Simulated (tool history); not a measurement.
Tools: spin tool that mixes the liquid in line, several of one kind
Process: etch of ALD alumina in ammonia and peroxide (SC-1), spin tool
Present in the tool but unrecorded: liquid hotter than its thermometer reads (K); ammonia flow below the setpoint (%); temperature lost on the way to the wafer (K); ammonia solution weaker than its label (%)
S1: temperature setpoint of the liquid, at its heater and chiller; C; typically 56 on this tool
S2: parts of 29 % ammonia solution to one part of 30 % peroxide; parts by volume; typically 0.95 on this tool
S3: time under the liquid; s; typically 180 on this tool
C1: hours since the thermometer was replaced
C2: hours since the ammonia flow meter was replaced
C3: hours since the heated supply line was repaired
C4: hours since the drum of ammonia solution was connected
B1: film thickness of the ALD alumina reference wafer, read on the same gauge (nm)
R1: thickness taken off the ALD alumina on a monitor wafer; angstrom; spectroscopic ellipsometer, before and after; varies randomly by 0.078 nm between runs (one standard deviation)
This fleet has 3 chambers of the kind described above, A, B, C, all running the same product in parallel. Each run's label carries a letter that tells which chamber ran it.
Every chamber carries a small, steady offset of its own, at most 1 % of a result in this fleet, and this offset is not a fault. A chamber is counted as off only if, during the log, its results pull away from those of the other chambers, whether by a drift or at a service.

| run | day | S1 | S2 | S3 | C1 | C2 | C3 | C4 | B1 | R1 |
|---|---|---|---|---|---|---|---|---|---|---|
| 1C | 0.204 | 56 | 0.95 | 180 | 703.8 | 611 | 61.9 | 249.2 | 140 | 107.41 |
| 2B | 0.417 | 56 | 0.95 | 180 | 1935.3 | 46.5 | 27 | 164 | 139.97 | 108.07 |
| 3A | 0.621 | 56 | 0.95 | 180 | 465.5 | 1311.2 | 174.9 | 275.9 | 140.01 | 106.55 |
| 4A | 0.75 | 56 | 0.95 | 180 | 468.6 | 1314.3 | 178 | 279 | 139.99 | 107.45 |
| 5C | 0.9 | 56 | 0.95 | 180 | 720.5 | 627.7 | 78.6 | 265.9 | 139.98 | 106.32 |
| 6B | 1.175 | 56 | 0.95 | 180 | 1953.5 | 64.7 | 45.2 | 182.2 | 140.01 | 106.89 |
| 7C | 1.379 | 56 | 0.95 | 180 | 732 | 639.2 | 90.1 | 277.4 | 140 | 108.16 |
| 8B | 1.525 | 56 | 0.95 | 180 | 1961.9 | 73.1 | 53.6 | 190.6 | 140 | 108.63 |
| 9A | 1.692 | 56 | 0.95 | 180 | 491.2 | 1336.9 | 200.6 | 301.6 | 140 | 106.38 |
| 10C | 1.967 | 56 | 0.95 | 180 | 746.1 | 653.3 | 104.2 | 291.5 | 139.99 | 107.95 |
| 11B | 2.225 | 56 | 0.95 | 180 | 1978.7 | 89.9 | 70.4 | 207.4 | 140 | 106.93 |
| 12A | 2.421 | 56 | 0.75 | 95 | 508.7 | 1354.4 | 218.1 | 319.1 | 139.98 | 54.722 |
| 13C | 2.717 | 56 | 0.75 | 95 | 764.1 | 671.3 | 122.2 | 309.5 | 140.02 | 55.618 |
| 14B | 2.912 | 56 | 0.75 | 95 | 1995.2 | 106.4 | 86.9 | 223.9 | 140 | 55.535 |
| 15A | 3.079 | 48.5 | 0.55 | 180 | 524.5 | 1370.2 | 233.9 | 334.9 | 139.98 | 66.577 |
|  | 3.229 | chamber C: new drum of ammonia solution connected |
| 16A | 3.246 | 48.5 | 0.55 | 180 | 528.5 | 1374.2 | 237.9 | 338.9 | 140 | 65.365 |
| 17B | 3.458 | 48.5 | 0.55 | 180 | 2008.3 | 119.5 | 100 | 237 | 139.99 | 68.449 |
| 18C | 3.733 | 56 | 0.95 | 180 | 788.5 | 695.7 | 146.6 | 12.1 | 139.99 | 108.76 |
| 19C | 3.996 | 56 | 0.95 | 180 | 794.8 | 702 | 152.9 | 18.4 | 140 | 107.08 |
| 20B | 4.133 | 46.5 | 1.15 | 180 | 2024.5 | 135.7 | 116.2 | 253.2 | 140 | 64.652 |
| 21A | 4.367 | 46.5 | 1.15 | 180 | 555.4 | 1401.1 | 264.8 | 365.8 | 140 | 61.946 |
| 22B | 4.646 | 46.5 | 1.15 | 180 | 2036.8 | 148 | 128.5 | 265.5 | 139.98 | 65.417 |
| 23C | 4.838 | 65.5 | 1.1 | 180 | 815 | 722.2 | 173.1 | 38.6 | 140.01 | 179.5 |
|  | 5.017 | chamber C: thermometer replaced |
| 24A | 5.092 | 65.5 | 1.1 | 180 | 572.8 | 1418.5 | 282.2 | 383.2 | 139.99 | 170.16 |
| 25A | 5.275 | 65.5 | 1.1 | 180 | 577.2 | 1422.9 | 286.6 | 387.6 | 140.01 | 171.79 |
| 26B | 5.442 | 56 | 0.95 | 180 | 2055.9 | 167.1 | 147.6 | 284.6 | 139.98 | 108.93 |
| 27C | 5.65 | 65 | 0.95 | 180 | 15.2 | 741.7 | 192.6 | 58.1 | 139.98 | 171.95 |
| 28B | 5.925 | 65 | 0.95 | 180 | 2067.5 | 178.7 | 159.2 | 296.2 | 140 | 172.42 |
| 29A | 6.129 | 65 | 0.95 | 180 | 597.7 | 1443.4 | 307.1 | 408.1 | 140.01 | 161.28 |
| 30C | 6.408 | 56 | 0.95 | 180 | 33.4 | 759.9 | 210.8 | 76.3 | 140 | 106.58 |
| 31B | 6.554 | 56 | 0.95 | 180 | 2082.6 | 193.8 | 174.3 | 311.3 | 139.98 | 109.15 |
| 32A | 6.738 | 56 | 1.15 | 180 | 612.3 | 1458 | 321.7 | 422.7 | 139.98 | 101.53 |
| 33C | 6.95 | 56 | 1.15 | 180 | 46.4 | 772.9 | 223.8 | 89.3 | 140 | 109.65 |
| 34B | 7.238 | 56 | 1.15 | 180 | 2099 | 210.2 | 190.7 | 327.7 | 140 | 109.29 |

All chambers now run identical settings, listed one chamber a line with results as question marks. What results will each chamber show?
| 35A | 7.45 | 56 | 1.15 | 180 |  |  |  |  |  | ? |
| 35B | 7.45 | 56 | 1.15 | 180 |  |  |  |  |  | ? |
| 35C | 7.45 | 56 | 1.15 | 180 |  |  |  |  |  | ? |

| run | R1 |
|---|---|
| 35A | 100.76 |
| 35B | 109.33 |
| 35C | 108.51 |
